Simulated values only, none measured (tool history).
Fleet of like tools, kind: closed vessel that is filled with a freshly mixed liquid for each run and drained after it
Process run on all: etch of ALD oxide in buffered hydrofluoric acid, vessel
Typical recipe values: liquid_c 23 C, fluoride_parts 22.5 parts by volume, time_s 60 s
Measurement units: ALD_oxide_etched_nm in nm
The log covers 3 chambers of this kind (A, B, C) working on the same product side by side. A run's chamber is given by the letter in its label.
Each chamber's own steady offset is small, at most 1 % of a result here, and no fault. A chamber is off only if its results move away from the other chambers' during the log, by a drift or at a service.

run   hour  liquid_c  fluoride_parts  time_s  hours since the thermometer was replaced  hours since the hydrofluoric acid flow meter was replaced  read-back film thickness of the ALD oxide reference wafer, read on the same gauge (nm)  ALD_oxide_etched_nm
 1B    4.3        23            22.5      60                                      56.1                                                      986.4                                                                                  100.02                32.69
 2C      9        23            22.5      60                                       211                                                       80.6                                                                                  99.986               32.947
 3A   12.4        23            22.5      60                                    1059.9                                                      155.4                                                                                  99.999               33.267
 4A   15.2        23            22.5      60                                    1062.7                                                      158.2                                                                                  99.999               33.488
 5C   19.1        23            22.5      60                                     221.1                                                       90.7                                                                                  99.995               33.144
 6B   21.6        23            22.5      85                                      73.4                                                     1003.7                                                                                  99.989               46.238
 7B   24.3        23            22.5      85                                      76.1                                                     1006.4                                                                                  99.982               46.477
 8C   26.8        23            22.5      85                                     228.8                                                       98.4                                                                                     100               46.958
 9A   30.2        23            22.5      60                                    1077.7                                                      173.2                                                                                     100               33.064
10B   34.7        23            22.5      50                                      86.5                                                     1016.8                                                                                  99.984               27.098
11C   38.3        23            22.5      50                                     240.3                                                      109.9                                                                                  100.01               27.365
12A     41        23            22.5      50                                    1088.5                                                        184                                                                                  99.993               27.228
13C   45.4        23            22.5      60                                     247.4                                                        117                                                                                  100.01               33.064
14A     50        23            22.5      60                                    1097.5                                                        193                                                                                     100               32.511
15B   52.3        23            22.5      60                                     104.1                                                     1034.4                                                                                  100.01               32.704
16B   56.3        19            22.5      95                                     108.1                                                     1038.4                                                                                     100               41.155
17C   58.9        19            22.5      95                                     260.9                                                      130.5                                                                                  99.982               41.795
18A     62        19            22.5      95                                    1109.5                                                        205                                                                                  99.996               40.983
19C   65.1        23            22.5      60                                     267.1                                                      136.7                                                                                     100               32.952
20A   69.3        23            22.5      60                                    1116.8                                                      212.3                                                                                  99.991                32.38
21B   72.2        23            22.5      60                                       124                                                     1054.3                                                                                     100               32.842
22B   75.8        23            22.5      60                                     127.6                                                     1057.9                                                                                  100.01               32.665
23A   79.9        23            22.5      60                                    1127.4                                                      222.9                                                                                  99.991               31.888
24C   84.5        23            22.5      60                                     286.5                                                      156.1                                                                                  99.999               33.052
25A     89      19.5            22.5      60                                    1136.5                                                        232                                                                                  99.993               25.859
26C   92.7      19.5            22.5      60                                     294.7                                                      164.3                                                                                     100               27.134
27B   96.7      19.5            22.5      60                                     148.5                                                     1078.8                                                                                  99.989               26.885
28B  101.1        23            22.5      60                                     152.9                                                     1083.2                                                                                  99.996               32.764
29C  105.3        23            22.5      60                                     307.3                                                      176.9                                                                                   99.99               33.338
30A  109.9        23            22.5      60                                    1157.4                                                      252.9                                                                                  99.999               31.169
31C  112.2        23            22.5      60                                     314.2                                                      183.8                                                                                     100               33.111
32B  115.7        23            22.5      60                                     167.5                                                     1097.8                                                                                  99.978               32.741

Does one chamber stand apart from the rest, does the shared gauge drift, or is all well apart from small per-chamber offsets? Give the chamber and the most likely cause, where there is one.

Little by little, chamber A moves away from the other chambers.
What lies behind it: hydrofluoric acid flow below the setpoint (%) = 10.4.
The log may not tell that from: liquid colder than its thermometer reads (K).

Chamber A could run next with any of the 4 candidate recipes listed below; each alters the usual settings, and their results appear as question marks. Which one brings its results back in line with what the other chambers deliver on the usual settings?
Allowed miss from the other chambers' usual-settings mean, per result, to count as in line: ALD_oxide_etched_nm 0.6 nm
33A-1  119.1        23            20.5      60                                                                                                                                                                                                                 ?
33A-2  119.1      22.5              23      55                                                                                                                                                                                                                 ?
33A-3  119.1      23.5              22      65                                                                                                                                                                                                                 ?
33A-4  119.1      22.5            23.5      60                                                                                                                                                                                                                 ?

Other chambers, usual settings, mean: ALD_oxide_etched_nm 32.922 nm
  run  ALD_oxide_etched_nm
33A-1               33.011
33A-2               27.157
33A-3               34.989
33A-4               29.184
33A-1 is the one that brings the chamber's results back in line with the other chambers.
